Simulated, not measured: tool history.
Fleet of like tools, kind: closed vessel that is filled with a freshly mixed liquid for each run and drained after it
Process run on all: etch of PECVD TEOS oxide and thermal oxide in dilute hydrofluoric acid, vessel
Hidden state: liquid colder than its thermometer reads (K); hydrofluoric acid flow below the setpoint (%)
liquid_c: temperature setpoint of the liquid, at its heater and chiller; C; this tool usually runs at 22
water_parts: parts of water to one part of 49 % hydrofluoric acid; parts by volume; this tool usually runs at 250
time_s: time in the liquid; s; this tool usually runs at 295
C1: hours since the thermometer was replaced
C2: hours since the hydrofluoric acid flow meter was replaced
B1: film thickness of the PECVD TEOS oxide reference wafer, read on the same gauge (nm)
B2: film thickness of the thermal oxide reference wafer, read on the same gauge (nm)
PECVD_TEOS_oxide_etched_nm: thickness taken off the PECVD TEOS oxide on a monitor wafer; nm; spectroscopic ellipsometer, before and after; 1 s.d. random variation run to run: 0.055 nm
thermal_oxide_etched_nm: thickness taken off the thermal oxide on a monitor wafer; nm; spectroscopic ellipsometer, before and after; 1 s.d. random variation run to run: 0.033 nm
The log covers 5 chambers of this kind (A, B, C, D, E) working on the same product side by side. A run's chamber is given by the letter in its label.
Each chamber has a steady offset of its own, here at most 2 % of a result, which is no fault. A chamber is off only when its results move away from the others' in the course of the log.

run 1D hour=8.5 | liquid_c=22 water_parts=250 time_s=295 | C1=1614.9 C2=289.8 | B1=140.02 B2=150 | PECVD_TEOS_oxide_etched_nm=8.9648 thermal_oxide_etched_nm=4.2093
run 2C hour=18.4 | liquid_c=22 water_parts=250 time_s=295 | C1=241.1 C2=2096.7 | B1=140.07 B2=150.02 | PECVD_TEOS_oxide_etched_nm=8.9593 thermal_oxide_etched_nm=4.2523
run 3E hour=25.5 | liquid_c=22 water_parts=250 time_s=295 | C1=610.1 C2=724.7 | B1=139.98 B2=150.03 | PECVD_TEOS_oxide_etched_nm=9.1942 thermal_oxide_etched_nm=4.2175
run 4A hour=30.9 | liquid_c=22 water_parts=250 time_s=295 | C1=90.7 C2=1550.3 | B1=140.03 B2=149.99 | PECVD_TEOS_oxide_etched_nm=9.0251 thermal_oxide_etched_nm=4.3279
run 5B hour=38.1 | liquid_c=22 water_parts=250 time_s=295 | C1=1880.7 C2=1926.8 | B1=140.01 B2=149.99 | PECVD_TEOS_oxide_etched_nm=9.0929 thermal_oxide_etched_nm=4.2313
run 6A hour=43.7 | liquid_c=22 water_parts=250 time_s=295 | C1=103.5 C2=1563.1 | B1=140.04 B2=150 | PECVD_TEOS_oxide_etched_nm=9.1135 thermal_oxide_etched_nm=4.2797
run 7C hour=51.4 | liquid_c=22 water_parts=250 time_s=295 | C1=274.1 C2=2129.7 | B1=140.01 B2=149.99 | PECVD_TEOS_oxide_etched_nm=9.0484 thermal_oxide_etched_nm=4.2044
run 8B hour=57 | liquid_c=25 water_parts=250 time_s=295 | C1=1899.6 C2=1945.7 | B1=140.02 B2=149.99 | PECVD_TEOS_oxide_etched_nm=10.181 thermal_oxide_etched_nm=4.6733
run 9E hour=64.7 | liquid_c=25 water_parts=250 time_s=295 | C1=649.3 C2=763.9 | B1=140 B2=150.02 | PECVD_TEOS_oxide_etched_nm=10.158 thermal_oxide_etched_nm=4.6675
run 10D hour=70.9 | liquid_c=25 water_parts=250 time_s=295 | C1=1677.3 C2=352.2 | B1=140.02 B2=150 | PECVD_TEOS_oxide_etched_nm=9.9888 thermal_oxide_etched_nm=4.7011
run 11C hour=77.8 | liquid_c=25 water_parts=250 time_s=295 | C1=300.5 C2=2156.1 | B1=140 B2=150.02 | PECVD_TEOS_oxide_etched_nm=9.972 thermal_oxide_etched_nm=4.7573
run 12B hour=82.3 | liquid_c=25 water_parts=250 time_s=295 | C1=1924.9 C2=1971 | B1=140.03 B2=150.04 | PECVD_TEOS_oxide_etched_nm=10.161 thermal_oxide_etched_nm=4.6837
run 13D hour=89 | liquid_c=26.5 water_parts=310 time_s=295 | C1=1695.4 C2=370.3 | B1=139.98 B2=150 | PECVD_TEOS_oxide_etched_nm=8.0343 thermal_oxide_etched_nm=3.7497
run 14E hour=94.4 | liquid_c=26.5 water_parts=310 time_s=295 | C1=679 C2=793.6 | B1=139.98 B2=150 | PECVD_TEOS_oxide_etched_nm=8.1017 thermal_oxide_etched_nm=3.776
run 15A hour=99.6 | liquid_c=26.5 water_parts=310 time_s=295 | C1=159.4 C2=1619 | B1=140.03 B2=150 | PECVD_TEOS_oxide_etched_nm=8.0718 thermal_oxide_etched_nm=3.8105
run 16D hour=109.3 | liquid_c=26.5 water_parts=310 time_s=295 | C1=1715.7 C2=390.6 | B1=140.03 B2=150 | PECVD_TEOS_oxide_etched_nm=7.9928 thermal_oxide_etched_nm=3.7258
run 17A hour=116 | liquid_c=26.5 water_parts=310 time_s=295 | C1=175.8 C2=1635.4 | B1=140.01 B2=150 | PECVD_TEOS_oxide_etched_nm=8.0674 thermal_oxide_etched_nm=3.785
run 18C hour=121.9 | liquid_c=22 water_parts=250 time_s=295 | C1=344.6 C2=2200.2 | B1=140 B2=150.01 | PECVD_TEOS_oxide_etched_nm=8.9841 thermal_oxide_etched_nm=4.1938
run 19B hour=127.5 | liquid_c=22 water_parts=250 time_s=430 | C1=1970.1 C2=2016.2 | B1=140.03 B2=150.03 | PECVD_TEOS_oxide_etched_nm=13.22 thermal_oxide_etched_nm=6.0875
run 20E hour=134.6 | liquid_c=22 water_parts=250 time_s=430 | C1=719.2 C2=833.8 | B1=140 B2=150 | PECVD_TEOS_oxide_etched_nm=13.069 thermal_oxide_etched_nm=6.2536
run 21E hour=144.5 | liquid_c=22 water_parts=250 time_s=430 | C1=729.1 C2=843.7 | B1=140.03 B2=149.98 | PECVD_TEOS_oxide_etched_nm=13.197 thermal_oxide_etched_nm=6.2875
run 22A hour=152.5 | liquid_c=22 water_parts=250 time_s=430 | C1=212.3 C2=1671.9 | B1=139.99 B2=149.98 | PECVD_TEOS_oxide_etched_nm=13.229 thermal_oxide_etched_nm=6.2752
-- hour=154.9 chamber E: thermometer replaced
run 23B hour=158.4 | liquid_c=22 water_parts=250 time_s=430 | C1=2001 C2=2047.1 | B1=139.96 B2=150.01 | PECVD_TEOS_oxide_etched_nm=13.184 thermal_oxide_etched_nm=6.1237
-- hour=161.4 chamber A: hydrofluoric acid flow meter replaced
run 24D hour=163.4 | liquid_c=22 water_parts=250 time_s=295 | C1=1769.8 C2=444.7 | B1=140.01 B2=149.99 | PECVD_TEOS_oxide_etched_nm=8.9419 thermal_oxide_etched_nm=4.2112
-- hour=167 chamber D: hydrofluoric acid flow meter replaced
run 25C hour=169.2 | liquid_c=22 water_parts=250 time_s=295 | C1=391.9 C2=2247.5 | B1=140.01 B2=150 | PECVD_TEOS_oxide_etched_nm=9.0981 thermal_oxide_etched_nm=4.2203
run 26E hour=174.7 | liquid_c=22 water_parts=250 time_s=295 | C1=19.9 C2=873.9 | B1=139.98 B2=150.01 | PECVD_TEOS_oxide_etched_nm=9.032 thermal_oxide_etched_nm=4.2517
run 27D hour=183.2 | liquid_c=22 water_parts=250 time_s=295 | C1=1789.6 C2=16.2 | B1=139.98 B2=150.01 | PECVD_TEOS_oxide_etched_nm=8.9413 thermal_oxide_etched_nm=4.2378
run 28B hour=193.4 | liquid_c=22 water_parts=250 time_s=295 | C1=2036 C2=2082.1 | B1=140.02 B2=150 | PECVD_TEOS_oxide_etched_nm=9.0127 thermal_oxide_etched_nm=4.2259
run 29C hour=200.3 | liquid_c=22 water_parts=250 time_s=295 | C1=423 C2=2278.6 | B1=139.98 B2=149.98 | PECVD_TEOS_oxide_etched_nm=9.0635 thermal_oxide_etched_nm=4.2012
run 30A hour=210 | liquid_c=22 water_parts=250 time_s=295 | C1=269.8 C2=48.7 | B1=140.01 B2=150.03 | PECVD_TEOS_oxide_etched_nm=9.0089 thermal_oxide_etched_nm=4.3252
run 31D hour=218.4 | liquid_c=22 water_parts=250 time_s=295 | C1=1824.8 C2=51.4 | B1=139.99 B2=150.02 | PECVD_TEOS_oxide_etched_nm=8.9907 thermal_oxide_etched_nm=4.2147
run 32B hour=226.9 | liquid_c=20 water_parts=250 time_s=295 | C1=2069.5 C2=2115.6 | B1=139.98 B2=150.01 | PECVD_TEOS_oxide_etched_nm=8.3822 thermal_oxide_etched_nm=3.8698
run 33E hour=232.8 | liquid_c=20 water_parts=250 time_s=295 | C1=78 C2=932 | B1=140.02 B2=149.99 | PECVD_TEOS_oxide_etched_nm=8.4804 thermal_oxide_etched_nm=3.9655
run 34C hour=241.7 | liquid_c=20 water_parts=250 time_s=295 | C1=464.4 C2=2320 | B1=139.97 B2=150 | PECVD_TEOS_oxide_etched_nm=8.3764 thermal_oxide_etched_nm=3.9723
run 35A hour=247.7 | liquid_c=20 water_parts=250 time_s=295 | C1=307.5 C2=86.4 | B1=139.98 B2=150 | PECVD_TEOS_oxide_etched_nm=8.3578 thermal_oxide_etched_nm=3.9111
run 36C hour=254.5 | liquid_c=20 water_parts=250 time_s=295 | C1=477.2 C2=2332.8 | B1=140.01 B2=150 | PECVD_TEOS_oxide_etched_nm=8.3142 thermal_oxide_etched_nm=3.9075
run 37E hour=262.6 | liquid_c=22 water_parts=250 time_s=295 | C1=107.8 C2=961.8 | B1=140.01 B2=150.02 | PECVD_TEOS_oxide_etched_nm=9.044 thermal_oxide_etched_nm=4.2407
run 38B hour=268.7 | liquid_c=22 water_parts=250 time_s=295 | C1=2111.3 C2=2157.4 | B1=140.01 B2=150.02 | PECVD_TEOS_oxide_etched_nm=8.9845 thermal_oxide_etched_nm=4.1866
run 39A hour=274.9 | liquid_c=22 water_parts=250 time_s=295 | C1=334.7 C2=113.6 | B1=139.98 B2=150 | PECVD_TEOS_oxide_etched_nm=8.9983 thermal_oxide_etched_nm=4.2614
run 40D hour=282.4 | liquid_c=22 water_parts=250 time_s=295 | C1=1888.8 C2=115.4 | B1=140.02 B2=150 | PECVD_TEOS_oxide_etched_nm=8.9236 thermal_oxide_etched_nm=4.1974
run 41C hour=292.7 | liquid_c=22 water_parts=250 time_s=295 | C1=515.4 C2=2371 | B1=139.97 B2=150.01 | PECVD_TEOS_oxide_etched_nm=9.0121 thermal_oxide_etched_nm=4.222

Is one chamber out of step, is the gauge drifting, or do the chambers differ by no more than their own small offsets? For an off chamber, give its letter and the likeliest cause.

Nothing is wrong: each chamber keeps only its own small, steady offset and the gauge holds still.
